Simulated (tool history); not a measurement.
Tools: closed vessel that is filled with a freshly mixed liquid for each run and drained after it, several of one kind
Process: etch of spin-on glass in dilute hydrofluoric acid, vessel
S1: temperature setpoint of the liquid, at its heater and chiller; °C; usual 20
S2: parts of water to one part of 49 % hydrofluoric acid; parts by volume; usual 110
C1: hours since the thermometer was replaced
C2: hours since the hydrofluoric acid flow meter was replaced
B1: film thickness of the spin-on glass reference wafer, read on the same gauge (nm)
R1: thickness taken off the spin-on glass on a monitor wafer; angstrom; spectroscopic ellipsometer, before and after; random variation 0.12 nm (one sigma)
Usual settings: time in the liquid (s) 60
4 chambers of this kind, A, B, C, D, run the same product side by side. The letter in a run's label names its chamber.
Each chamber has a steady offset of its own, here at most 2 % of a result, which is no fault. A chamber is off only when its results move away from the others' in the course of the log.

{"run": "1D", "hour": 4.5, "S1": 20, "S2": 110, "time in the liquid (s)": 60, "C1": 780.6, "C2": 266.0, "B1": 110.0, "R1": 156.43}
{"run": "2A", "hour": 8.8, "S1": 20, "S2": 110, "time in the liquid (s)": 60, "C1": 2358.3, "C2": 489.3, "B1": 110.01, "R1": 155.8}
{"run": "3B", "hour": 13.8, "S1": 20, "S2": 110, "time in the liquid (s)": 60, "C1": 2255.5, "C2": 317.8, "B1": 109.99, "R1": 161.21}
{"run": "4C", "hour": 19.4, "S1": 20, "S2": 110, "time in the liquid (s)": 60, "C1": 363.7, "C2": 802.1, "B1": 110.03, "R1": 159.2}
{"run": "5A", "hour": 26.0, "S1": 20, "S2": 110, "time in the liquid (s)": 60, "C1": 2375.5, "C2": 506.5, "B1": 109.99, "R1": 157.56}
{"run": "6C", "hour": 33.7, "S1": 20, "S2": 110, "time in the liquid (s)": 60, "C1": 378.0, "C2": 816.4, "B1": 110.06, "R1": 159.06}
{"run": "7D", "hour": 42.7, "S1": 20, "S2": 110, "time in the liquid (s)": 60, "C1": 818.8, "C2": 304.2, "B1": 110.06, "R1": 159.78}
{"run": "8B", "hour": 52.1, "S1": 20, "S2": 110, "time in the liquid (s)": 60, "C1": 2293.8, "C2": 356.1, "B1": 110.03, "R1": 160.5}
{"run": "9C", "hour": 59.0, "S1": 20, "S2": 65, "time in the liquid (s)": 90, "C1": 403.3, "C2": 841.7, "B1": 110.02, "R1": 421.66}
{"run": "10A", "hour": 67.9, "S1": 20, "S2": 65, "time in the liquid (s)": 90, "C1": 2417.4, "C2": 548.4, "B1": 109.97, "R1": 411.08}
{"run": "11B", "hour": 73.4, "S1": 20, "S2": 65, "time in the liquid (s)": 90, "C1": 2315.1, "C2": 377.4, "B1": 109.99, "R1": 425.31}
{"run": "12D", "hour": 78.7, "S1": 20, "S2": 65, "time in the liquid (s)": 90, "C1": 854.8, "C2": 340.2, "B1": 109.98, "R1": 423.68}
{"run": "13D", "hour": 85.3, "S1": 20, "S2": 110, "time in the liquid (s)": 60, "C1": 861.4, "C2": 346.8, "B1": 110.0, "R1": 158.8}
{"hour": 93.5, "done": "chamber D: thermometer replaced"}
{"run": "14C", "hour": 93.7, "S1": 20, "S2": 90, "time in the liquid (s)": 60, "C1": 438.0, "C2": 876.4, "B1": 110.01, "R1": 193.94}
{"run": "15B", "hour": 100.9, "S1": 20, "S2": 90, "time in the liquid (s)": 60, "C1": 2342.6, "C2": 404.9, "B1": 109.97, "R1": 198.1}
{"run": "16A", "hour": 110.1, "S1": 20, "S2": 90, "time in the liquid (s)": 60, "C1": 2459.6, "C2": 590.6, "B1": 110.02, "R1": 194.48}
{"run": "17D", "hour": 115.2, "S1": 20, "S2": 90, "time in the liquid (s)": 60, "C1": 21.8, "C2": 376.7, "B1": 110.0, "R1": 198.95}
{"run": "18A", "hour": 120.2, "S1": 20, "S2": 110, "time in the liquid (s)": 60, "C1": 2469.7, "C2": 600.7, "B1": 109.99, "R1": 156.27}
{"run": "19B", "hour": 126.3, "S1": 20, "S2": 110, "time in the liquid (s)": 60, "C1": 2368.0, "C2": 430.3, "B1": 110.01, "R1": 160.64}
{"run": "20C", "hour": 133.6, "S1": 20, "S2": 110, "time in the liquid (s)": 60, "C1": 477.9, "C2": 916.3, "B1": 110.01, "R1": 152.35}
{"run": "21B", "hour": 140.9, "S1": 20, "S2": 110, "time in the liquid (s)": 60, "C1": 2382.6, "C2": 444.9, "B1": 109.98, "R1": 159.82}
{"run": "22C", "hour": 150.7, "S1": 20, "S2": 110, "time in the liquid (s)": 60, "C1": 495.0, "C2": 933.4, "B1": 109.97, "R1": 153.46}
{"run": "23D", "hour": 159.1, "S1": 20, "S2": 110, "time in the liquid (s)": 60, "C1": 65.7, "C2": 420.6, "B1": 110.03, "R1": 160.12}
{"run": "24A", "hour": 163.4, "S1": 20, "S2": 110, "time in the liquid (s)": 60, "C1": 2512.9, "C2": 643.9, "B1": 109.98, "R1": 155.16}
{"run": "25A", "hour": 171.2, "S1": 20, "S2": 110, "time in the liquid (s)": 60, "C1": 2520.7, "C2": 651.7, "B1": 110.0, "R1": 156.59}
{"run": "26C", "hour": 177.7, "S1": 20, "S2": 110, "time in the liquid (s)": 60, "C1": 522.0, "C2": 960.4, "B1": 110.0, "R1": 149.47}
{"run": "27B", "hour": 183.9, "S1": 20, "S2": 110, "time in the liquid (s)": 60, "C1": 2425.6, "C2": 487.9, "B1": 109.99, "R1": 159.97}
{"run": "28D", "hour": 192.4, "S1": 17, "S2": 60, "time in the liquid (s)": 60, "C1": 99.0, "C2": 453.9, "B1": 110.04, "R1": 268.51}
{"run": "29B", "hour": 202.2, "S1": 17, "S2": 60, "time in the liquid (s)": 60, "C1": 2443.9, "C2": 506.2, "B1": 110.02, "R1": 275.4}
{"run": "30A", "hour": 208.6, "S1": 17, "S2": 60, "time in the liquid (s)": 60, "C1": 2558.1, "C2": 689.1, "B1": 109.96, "R1": 268.07}
{"run": "31D", "hour": 217.6, "S1": 17, "S2": 60, "time in the liquid (s)": 60, "C1": 124.2, "C2": 479.1, "B1": 109.95, "R1": 268.42}
{"run": "32C", "hour": 225.1, "S1": 20, "S2": 80, "time in the liquid (s)": 50, "C1": 569.4, "C2": 1007.8, "B1": 109.97, "R1": 172.82}
{"run": "33C", "hour": 232.4, "S1": 20, "S2": 80, "time in the liquid (s)": 50, "C1": 576.7, "C2": 1015.1, "B1": 110.02, "R1": 173.18}
{"run": "34A", "hour": 237.3, "S1": 20, "S2": 80, "time in the liquid (s)": 50, "C1": 2586.8, "C2": 717.8, "B1": 110.04, "R1": 184.6}
{"run": "35D", "hour": 243.6, "S1": 20, "S2": 80, "time in the liquid (s)": 50, "C1": 150.2, "C2": 505.1, "B1": 109.97, "R1": 186.67}
{"run": "36B", "hour": 249.7, "S1": 20, "S2": 110, "time in the liquid (s)": 60, "C1": 2491.4, "C2": 553.7, "B1": 109.98, "R1": 161.21}
{"run": "37C", "hour": 255.3, "S1": 20, "S2": 110, "time in the liquid (s)": 60, "C1": 599.6, "C2": 1038.0, "B1": 109.98, "R1": 143.99}
{"run": "38D", "hour": 264.8, "S1": 20, "S2": 110, "time in the liquid (s)": 60, "C1": 171.4, "C2": 526.3, "B1": 109.97, "R1": 157.79}
{"run": "39B", "hour": 273.2, "S1": 20, "S2": 110, "time in the liquid (s)": 60, "C1": 2514.9, "C2": 577.2, "B1": 109.94, "R1": 162.22}

Is one chamber off against the others, does the gauge drift, or is nothing wrong? If a chamber is off, say which, and what the likeliest cause is.

Chamber C drifts away from the others.
Cause: hydrofluoric acid flow below the setpoint (%) = 8.87.
The log may not tell that from: liquid colder than its thermometer reads (K).

Here are 4 candidates for chamber C's next run, each the usual settings with a change, their results left as question marks. Which one brings its results back in line with what the others give on the usual settings?
In line means no further than this from the other chambers' mean on the usual settings: R1 4.10 angstrom
{"run": "40C-1", "hour": 280.3, "S1": 24.0, "S2": 110, "time in the liquid (s)": 60, "R1": "?"}
{"run": "40C-2", "hour": 280.3, "S1": 19.5, "S2": 125, "time in the liquid (s)": 60, "R1": "?"}
{"run": "40C-3", "hour": 280.3, "S1": 17.5, "S2": 110, "time in the liquid (s)": 60, "R1": "?"}
{"run": "40C-4", "hour": 280.3, "S1": 20.0, "S2": 100, "time in the liquid (s)": 60, "R1": "?"}

The other chambers' mean on the usual settings: R1 158.15 angstrom
run=40C-1 R1=168.13
run=40C-2 R1=121.66
run=40C-3 R1=129.32
run=40C-4 R1=159.39
40C-4 brings the chamber back in line.
